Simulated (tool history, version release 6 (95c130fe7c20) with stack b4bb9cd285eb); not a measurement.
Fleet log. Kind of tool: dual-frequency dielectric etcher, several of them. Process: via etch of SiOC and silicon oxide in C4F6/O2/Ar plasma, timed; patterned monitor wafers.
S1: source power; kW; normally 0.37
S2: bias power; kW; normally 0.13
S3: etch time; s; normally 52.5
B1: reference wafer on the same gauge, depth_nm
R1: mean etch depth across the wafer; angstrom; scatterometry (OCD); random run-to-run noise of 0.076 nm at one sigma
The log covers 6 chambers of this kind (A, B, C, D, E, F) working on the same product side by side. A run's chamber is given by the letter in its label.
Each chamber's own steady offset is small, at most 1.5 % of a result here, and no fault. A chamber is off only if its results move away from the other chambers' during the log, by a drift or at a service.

Run 1F, day 0.25: usual settings; B1 61.872. Result: R1 512.87 angstrom.
Run 2A, day 0.504: usual settings; B1 61.866. Result: R1 521.89 angstrom.
Run 3D, day 0.725: usual settings; B1 61.892. Result: R1 515.16 angstrom.
Run 4E, day 1.108: usual settings; B1 61.885. Result: R1 515.56 angstrom.
Run 5C, day 1.55: usual settings; B1 61.844. Result: R1 515.67 angstrom.
Run 6B, day 2.012: usual settings; B1 61.839. Result: R1 515.69 angstrom.
Run 7B, day 2.367: usual settings; B1 61.815. Result: R1 517.59 angstrom.
Run 8F, day 2.633: usual settings; B1 61.817. Result: R1 513 angstrom.
Run 9C, day 2.85: usual settings; B1 61.819. Result: R1 514.6 angstrom.
Run 10E, day 3.229: usual settings but S2 0.145 kW, S3 63.5 s; B1 61.812. Result: R1 645 angstrom.
Run 11A, day 3.475: usual settings but S2 0.145 kW, S3 63.5 s; B1 61.787. Result: R1 652.26 angstrom.
Run 12D, day 3.708: usual settings but S2 0.145 kW, S3 63.5 s; B1 61.799. Result: R1 645.71 angstrom.
Run 13C, day 3.942: usual settings but S2 0.145 kW, S3 63.5 s; B1 61.812. Result: R1 643.01 angstrom.
Run 14F, day 4.417: usual settings but S2 0.145 kW, S3 63.5 s; B1 61.785. Result: R1 641.57 angstrom.
Run 15B, day 4.688: usual settings but S2 0.145 kW, S3 63.5 s; B1 61.774. Result: R1 646.58 angstrom.
Run 16E, day 5.138: usual settings; B1 61.739. Result: R1 514.03 angstrom.
Run 17D, day 5.492: usual settings but S2 0.112 kW, S3 42.5 s; B1 61.76. Result: R1 397.89 angstrom.
Run 18A, day 5.775: usual settings but S2 0.112 kW, S3 42.5 s; B1 61.741. Result: R1 402.47 angstrom.
Run 19F, day 6.183: usual settings but S2 0.112 kW, S3 42.5 s; B1 61.736. Result: R1 397.02 angstrom.
Run 20C, day 6.438: usual settings but S2 0.112 kW, S3 42.5 s; B1 61.713. Result: R1 398.24 angstrom.
Run 21B, day 6.879: usual settings but S2 0.112 kW, S3 42.5 s; B1 61.699. Result: R1 399.5 angstrom.
Run 22E, day 7.15: usual settings but S2 0.112 kW, S3 42.5 s; B1 61.706. Result: R1 397.88 angstrom.
Run 23A, day 7.5: usual settings but S1 0.3 kW; B1 61.696. Result: R1 479.9 angstrom.
Run 24D, day 7.75: usual settings but S1 0.3 kW; B1 61.679. Result: R1 473 angstrom.
Run 25D, day 8.208: usual settings but S1 0.3 kW; B1 61.69. Result: R1 474.61 angstrom.
Run 26E, day 8.579: usual settings but S1 0.3 kW; B1 61.668. Result: R1 472.69 angstrom.
At day 8.838: chamber A: wet clean of the chamber.
Run 27C, day 8.888: usual settings but S1 0.3 kW; B1 61.656. Result: R1 472.21 angstrom.
Run 28A, day 9.183: usual settings but S1 0.3 kW; B1 61.657. Result: R1 480.46 angstrom.
Run 29F, day 9.479: usual settings but S1 0.32 kW, S2 0.119 kW; B1 61.64. Result: R1 470.99 angstrom.
At day 9.838: chamber F: wet clean of the chamber.
Run 30B, day 9.925: usual settings but S1 0.32 kW, S2 0.119 kW; B1 61.632. Result: R1 474.88 angstrom.
Run 31F, day 10.404: usual settings but S1 0.32 kW, S2 0.119 kW; B1 61.63. Result: R1 470.28 angstrom.
Run 32D, day 10.646: usual settings but S1 0.32 kW, S2 0.119 kW; B1 61.613. Result: R1 472.82 angstrom.
Run 33A, day 10.892: usual settings but S1 0.32 kW, S2 0.119 kW; B1 61.616. Result: R1 478.55 angstrom.
Run 34C, day 11.258: usual settings but S1 0.32 kW, S2 0.119 kW; B1 61.586. Result: R1 472.61 angstrom.
Run 35E, day 11.667: usual settings; B1 61.584. Result: R1 513.29 angstrom.
Run 36B, day 12.125: usual settings; B1 61.578. Result: R1 514.29 angstrom.
Run 37D, day 12.417: usual settings; B1 61.545. Result: R1 513.47 angstrom.
Run 38E, day 12.696: usual settings but S2 0.114 kW, S3 45 s; B1 61.588. Result: R1 422.2 angstrom.
Run 39F, day 12.921: usual settings but S2 0.114 kW, S3 45 s; B1 61.556. Result: R1 421.54 angstrom.
Run 40A, day 13.25: usual settings but S2 0.114 kW, S3 45 s; B1 61.532. Result: R1 427.01 angstrom.

Decide between three cases: one chamber stands off from its peers, the gauge reading all wafers drifts, or nothing is wrong past each chamber's small offset. Where a chamber is off, say which and what most likely put it there.

The shared gauge is drifting. All chambers look as if they move in step, but none is off.
What lies behind it: gauge reads low (%) = 0.601.

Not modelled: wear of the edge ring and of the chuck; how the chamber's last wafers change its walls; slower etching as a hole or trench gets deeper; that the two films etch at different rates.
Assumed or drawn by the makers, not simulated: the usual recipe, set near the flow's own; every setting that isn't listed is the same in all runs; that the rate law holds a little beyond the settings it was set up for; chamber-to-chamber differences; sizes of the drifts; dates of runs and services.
